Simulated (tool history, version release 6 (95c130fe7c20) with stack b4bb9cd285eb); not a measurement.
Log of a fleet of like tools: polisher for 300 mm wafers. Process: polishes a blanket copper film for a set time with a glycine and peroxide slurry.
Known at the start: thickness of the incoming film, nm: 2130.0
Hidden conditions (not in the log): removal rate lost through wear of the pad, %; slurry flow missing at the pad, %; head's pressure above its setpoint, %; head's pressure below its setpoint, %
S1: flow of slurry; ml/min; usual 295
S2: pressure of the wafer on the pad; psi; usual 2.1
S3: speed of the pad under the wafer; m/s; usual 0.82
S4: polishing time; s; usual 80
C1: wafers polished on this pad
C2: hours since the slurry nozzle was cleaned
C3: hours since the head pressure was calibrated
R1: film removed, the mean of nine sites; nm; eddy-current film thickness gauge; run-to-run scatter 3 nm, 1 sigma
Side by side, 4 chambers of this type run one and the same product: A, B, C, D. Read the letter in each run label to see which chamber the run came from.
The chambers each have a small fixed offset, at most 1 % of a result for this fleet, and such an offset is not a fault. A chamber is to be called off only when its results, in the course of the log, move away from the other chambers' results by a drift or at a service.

Run 1D, hour 5.2: usual settings; C1 1115; C2 335.1; C3 623.2. Result: R1 290.22 nm.
Run 2C, hour 12.5: usual settings; C1 241; C2 71.8; C3 517.8. Result: R1 281.07 nm.
Run 3A, hour 17.5: usual settings; C1 697; C2 268.6; C3 321.7. Result: R1 285.93 nm.
Run 4B, hour 25.5: usual settings; C1 335; C2 205.2; C3 697.0. Result: R1 285.88 nm.
Run 5B, hour 33.0: usual settings; C1 412; C2 212.7; C3 704.5. Result: R1 288.45 nm.
Run 6A, hour 42.2: usual settings; C1 947; C2 293.3; C3 346.4. Result: R1 284.87 nm.
At hour 46.1: chamber D: worn pad replaced by a new one.
At hour 47.1: chamber B: worn pad replaced by a new one.
Run 7C, hour 48.9: usual settings; C1 611; C2 108.2; C3 554.2. Result: R1 288.20 nm.
Run 8D, hour 53.6: usual settings but S4 102 s; C1 76; C2 383.5; C3 671.6. Result: R1 365.15 nm.
At hour 61.6: chamber D: slurry nozzle cleaned.
Run 9B, hour 63.6: usual settings but S4 102 s; C1 167; C2 243.3; C3 735.1. Result: R1 363.50 nm.
Run 10A, hour 69.5: usual settings but S4 102 s; C1 1224; C2 320.6; C3 373.7. Result: R1 367.42 nm.
At hour 77.5: chamber A: worn pad replaced by a new one.
Run 11D, hour 77.6: usual settings but S4 102 s; C1 319; C2 16.0; C3 695.6. Result: R1 369.59 nm.
Run 12C, hour 87.2: usual settings; C1 1000; C2 146.5; C3 592.5. Result: R1 285.95 nm.
At hour 91.1: chamber C: worn pad replaced by a new one.
Run 13B, hour 97.0: usual settings; C1 506; C2 276.7; C3 768.5. Result: R1 279.11 nm.
Run 14C, hour 106.0: usual settings; C1 151; C2 165.3; C3 611.3. Result: R1 282.51 nm.
Run 15D, hour 113.2: usual settings; C1 681; C2 51.6; C3 731.2. Result: R1 288.26 nm.
At hour 113.5: chamber B: worn pad replaced by a new one.
Run 16A, hour 119.3: usual settings; C1 424; C2 370.4; C3 423.5. Result: R1 285.91 nm.
Run 17D, hour 127.5: usual settings; C1 826; C2 65.9; C3 745.5. Result: R1 286.40 nm.
Run 18C, hour 134.9: usual settings; C1 444; C2 194.2; C3 640.2. Result: R1 286.22 nm.
Run 19A, hour 144.9: usual settings; C1 684; C2 396.0; C3 449.1. Result: R1 284.71 nm.
Run 20B, hour 151.7: usual settings; C1 388; C2 331.4; C3 823.2. Result: R1 289.36 nm.
Run 21B, hour 161.2: usual settings; C1 484; C2 340.9; C3 832.7. Result: R1 286.14 nm.
At hour 166.9: chamber B: worn pad replaced by a new one.
Run 22C, hour 167.2: usual settings but S3 0.64 m/s; C1 772; C2 226.5; C3 672.5. Result: R1 238.94 nm.
At hour 168.2: chamber D: worn pad replaced by a new one.
At hour 170.6: chamber B: head pressure recalibrated.
Run 23D, hour 176.4: usual settings but S3 0.64 m/s; C1 84; C2 114.8; C3 794.4. Result: R1 240.70 nm.
Run 24A, hour 184.7: usual settings but S3 0.64 m/s; C1 1088; C2 435.8; C3 488.9. Result: R1 239.35 nm.
At hour 191.0: chamber D: head pressure recalibrated.
Run 25A, hour 193.4: usual settings but S3 0.64 m/s; C1 1177; C2 444.5; C3 497.6. Result: R1 239.06 nm.
Run 26C, hour 198.4: usual settings; C1 1089; C2 257.7; C3 703.7. Result: R1 288.40 nm.
At hour 200.3: chamber C: worn pad replaced by a new one.
At hour 204.3: chamber A: worn pad replaced by a new one.
Run 27B, hour 204.6: usual settings; C1 383; C2 384.3; C3 34.1. Result: R1 267.21 nm.
Run 28D, hour 214.4: usual settings; C1 469; C2 152.8; C3 23.4. Result: R1 291.28 nm.
Run 29B, hour 221.2: usual settings; C1 551; C2 400.9; C3 50.7. Result: R1 269.74 nm.
At hour 226.4: chamber B: worn pad replaced by a new one.
Run 30C, hour 228.1: usual settings but S2 2.5 psi, S3 0.74 m/s; C1 282; C2 287.4; C3 733.4. Result: R1 298.54 nm.
Run 31A, hour 236.9: usual settings but S2 2.5 psi, S3 0.74 m/s; C1 331; C2 488.0; C3 541.1. Result: R1 304.53 nm.
Run 32D, hour 244.0: usual settings but S2 2.5 psi, S3 0.74 m/s; C1 770; C2 182.4; C3 53.0. Result: R1 302.81 nm.
At hour 249.1: chamber A: slurry nozzle cleaned.
Run 33B, hour 252.6: usual settings but S2 2.5 psi, S3 0.74 m/s; C1 266; C2 432.3; C3 82.1. Result: R1 273.56 nm.
Run 34A, hour 258.7: usual settings; C1 552; C2 9.7; C3 562.9. Result: R1 289.96 nm.
Run 35C, hour 268.9: usual settings; C1 696; C2 328.2; C3 774.2. Result: R1 282.04 nm.
Run 36D, hour 273.8: usual settings; C1 1072; C2 212.2; C3 82.8. Result: R1 291.95 nm.
Run 37C, hour 283.8: usual settings; C1 847; C2 343.1; C3 789.1. Result: R1 285.66 nm.
Run 38D, hour 291.3: usual settings; C1 1250; C2 229.7; C3 100.3. Result: R1 288.46 nm.

Which is it: a chamber that has drifted or been left off by a service, a gauge drift common to all chambers, or only each chamber's usual small offset? If a chamber is off, name it and its likeliest cause.

A service left chamber B off against the others.
What lies behind it: head's pressure below its setpoint, % = 9.84.

Chamber B could run next with any of the 4 candidate recipes listed below; each alters the usual settings, and their results appear as question marks. Which one brings its results back in line with what the other chambers deliver on the usual settings?
To be in line, a result may differ from the other chambers' mean on the usual settings by at most: R1 11.00 nm
Run 39B-1, hour 299.0: usual settings but S2 2.2 psi, S3 0.84 m/s, S4 83 s. Result: R1 ?.
Run 39B-2, hour 299.0: usual settings but S2 2.0 psi, S3 0.78 m/s. Result: R1 ?.
Run 39B-3, hour 299.0: usual settings but S2 2.6 psi. Result: R1 ?.
Run 39B-4, hour 299.0: usual settings but S1 290 ml/min, S4 70 s. Result: R1 ?.

Mean of the other chambers on the usual settings: R1 286.91 nm
  run      R1
39B-1  287.95
39B-2  245.94
39B-3  308.81
39B-4  230.37
With 39B-1, the chamber falls back in line with the rest.
